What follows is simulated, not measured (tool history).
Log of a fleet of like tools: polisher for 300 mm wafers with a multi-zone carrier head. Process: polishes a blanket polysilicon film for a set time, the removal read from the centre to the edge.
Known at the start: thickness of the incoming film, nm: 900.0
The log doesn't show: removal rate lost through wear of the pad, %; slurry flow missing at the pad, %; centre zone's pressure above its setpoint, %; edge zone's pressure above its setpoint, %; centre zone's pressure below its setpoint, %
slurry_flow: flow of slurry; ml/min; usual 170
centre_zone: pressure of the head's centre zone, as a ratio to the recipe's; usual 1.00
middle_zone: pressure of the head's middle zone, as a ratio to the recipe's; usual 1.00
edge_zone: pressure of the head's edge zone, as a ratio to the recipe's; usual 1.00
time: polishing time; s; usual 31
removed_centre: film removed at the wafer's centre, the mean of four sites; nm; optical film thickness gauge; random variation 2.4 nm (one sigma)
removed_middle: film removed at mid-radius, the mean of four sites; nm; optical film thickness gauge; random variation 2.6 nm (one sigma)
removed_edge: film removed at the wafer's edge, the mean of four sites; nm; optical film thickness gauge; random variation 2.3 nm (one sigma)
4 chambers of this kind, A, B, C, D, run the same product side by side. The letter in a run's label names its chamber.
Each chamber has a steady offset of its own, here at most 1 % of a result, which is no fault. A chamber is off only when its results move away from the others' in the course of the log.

run	hour	slurry_flow	centre_zone	middle_zone	edge_zone	time	wafers polished on this pad	hours since the slurry nozzle was cleaned	hours since the centre zone pressure was calibrated	hours since the edge zone pressure was calibrated	removed_centre	removed_middle	removed_edge
1D	7.4	170	1.00	1.00	1.00	31	150	412.4	595.9	624.7	287.08	284.14	287.08
# hour 15.4: chamber A: worn pad replaced by a new one
2B	16.6	170	1.00	1.00	1.00	31	702	349.9	538.8	844.2	286.34	281.94	282.73
3C	23.9	170	1.00	1.00	1.00	31	1182	734.2	707.5	539.6	284.97	281.90	286.34
4A	38.7	170	1.00	1.00	1.00	31	290	65.6	556.4	463.1	284.03	286.20	282.21
# hour 51.5: chamber C: worn pad replaced by a new one
5B	52.0	170	0.92	1.00	1.00	31	1142	385.3	574.2	879.6	259.54	286.31	284.27
6A	64.6	170	0.92	1.00	1.00	31	612	91.5	582.3	489.0	261.91	280.47	282.30
7D	74.5	170	0.92	1.00	1.00	31	984	479.5	663.0	691.8	261.45	285.41	284.14
# hour 77.1: chamber D: worn pad replaced by a new one
# hour 82.9: chamber B: worn pad replaced by a new one
8C	88.1	170	0.92	1.00	1.00	31	455	798.4	771.7	603.8	259.23	287.36	284.61
9B	97.2	170	1.00	1.00	1.00	31	178	430.5	619.4	924.8	282.62	285.32	285.14
# hour 98.2: chamber A: worn pad replaced by a new one
10C	111.8	170	1.00	1.00	1.00	31	749	822.1	795.4	627.5	284.46	291.68	284.96
# hour 114.6: chamber B: edge zone pressure recalibrated
11D	119.6	170	1.00	1.00	1.00	31	529	524.6	708.1	736.9	287.07	282.80	281.55
# hour 128.0: chamber A: edge zone pressure recalibrated
12A	128.0	170	1.00	1.00	1.08	31	370	154.9	645.7	0.1	284.88	283.20	295.34
# hour 133.9: chamber D: slurry nozzle cleaned
13B	135.6	170	1.00	1.00	1.08	31	655	468.9	657.8	21.1	283.04	285.42	296.60
14A	144.8	170	1.00	1.00	1.08	31	579	171.7	662.5	16.9	285.87	291.26	293.60
15C	153.7	170	1.00	1.00	1.08	31	1270	864.0	837.3	669.4	285.72	282.58	296.97
# hour 162.1: chamber D: worn pad replaced by a new one
16D	169.1	170	1.00	1.00	1.00	31	87	35.3	757.6	786.4	287.26	289.97	284.18
# hour 170.8: chamber C: worn pad replaced by a new one
17C	181.0	170	1.00	1.00	1.00	31	127	891.3	864.6	696.7	289.12	284.95	290.94
# hour 184.0: chamber A: worn pad replaced by a new one
18A	189.5	170	1.00	1.00	1.00	31	69	216.4	707.2	61.6	282.54	281.10	287.01
# hour 194.9: chamber C: slurry nozzle cleaned
19B	198.7	170	1.00	1.00	1.00	31	1439	532.0	720.9	84.2	282.85	282.97	282.43
# hour 199.3: chamber A: centre zone pressure recalibrated
20D	206.1	170	1.00	1.00	1.00	31	547	72.3	794.6	823.4	286.31	289.28	281.85
# hour 212.6: chamber B: worn pad replaced by a new one
21A	217.5	170	1.00	1.00	1.00	31	417	244.4	18.2	89.6	284.70	281.94	284.88
# hour 223.6: chamber D: edge zone pressure recalibrated
22D	232.4	170	1.00	1.00	1.00	31	874	98.6	820.9	8.9	283.45	284.39	285.78
# hour 240.2: chamber B: centre zone pressure recalibrated
# hour 243.3: chamber D: worn pad replaced by a new one
23B	245.9	170	1.00	1.00	1.00	31	414	579.2	5.8	131.4	260.15	283.56	283.60
24C	254.4	170	1.00	1.00	1.00	31	1039	59.6	938.0	770.1	282.75	287.79	285.78
25A	267.7	170	1.00	1.00	1.00	31	1041	294.6	68.4	139.8	289.57	287.47	283.93
# hour 273.4: chamber A: worn pad replaced by a new one
26C	282.0	170	1.00	1.00	1.00	31	1382	87.2	965.6	797.7	287.12	286.38	285.27
# hour 286.9: chamber A: slurry nozzle cleaned
27B	290.4	170	1.00	1.00	1.08	31	967	623.7	50.3	175.9	260.81	279.19	294.52
# hour 291.1: chamber C: worn pad replaced by a new one
28D	304.1	170	1.00	1.00	1.08	31	756	170.3	892.6	80.6	284.55	287.87	292.32
29A	312.3	170	1.00	1.00	1.08	31	484	25.5	113.0	184.4	285.48	287.98	291.60
30D	319.2	170	1.00	1.00	1.08	31	943	185.4	907.7	95.7	282.84	284.65	298.62
# hour 321.1: chamber D: worn pad replaced by a new one
31B	330.3	170	1.00	1.00	1.00	31	1462	663.6	90.2	215.8	262.30	282.08	282.92
32C	338.3	170	1.00	1.00	1.05	31	587	143.5	1021.9	854.0	277.38	287.12	290.18
33C	345.1	170	1.00	1.00	1.05	31	671	150.3	1028.7	860.8	280.35	286.99	297.16
# hour 346.3: chamber B: worn pad replaced by a new one
# hour 348.4: chamber A: worn pad replaced by a new one
34D	356.2	170	1.00	1.00	1.05	31	436	222.4	944.7	132.7	285.63	282.91	293.60
35A	366.0	170	1.00	1.00	1.05	31	219	79.2	166.7	238.1	285.32	284.30	288.00
36B	376.3	170	1.08	1.11	1.00	31	373	709.6	136.2	261.8	286.58	312.88	281.60
37A	386.6	170	1.08	1.11	1.00	31	475	99.8	187.3	258.7	311.59	309.77	283.16
38D	401.2	170	1.08	1.11	1.00	31	995	267.4	989.7	177.7	308.90	312.81	281.70

All 4 chambers run these settings next. Forecast each chamber's results:
39A	412.3	170	1.00	0.89	1.00	31					?	?	?
39B	412.3	170	1.00	0.89	1.00	31					?	?	?
39C	412.3	170	1.00	0.89	1.00	31					?	?	?
39D	412.3	170	1.00	0.89	1.00	31					?	?	?

run	removed_centre	removed_middle	removed_edge
39A	286.72	256.15	284.71
39B	264.72	256.62	281.27
39C	284.86	259.58	283.79
39D	282.98	254.70	284.01

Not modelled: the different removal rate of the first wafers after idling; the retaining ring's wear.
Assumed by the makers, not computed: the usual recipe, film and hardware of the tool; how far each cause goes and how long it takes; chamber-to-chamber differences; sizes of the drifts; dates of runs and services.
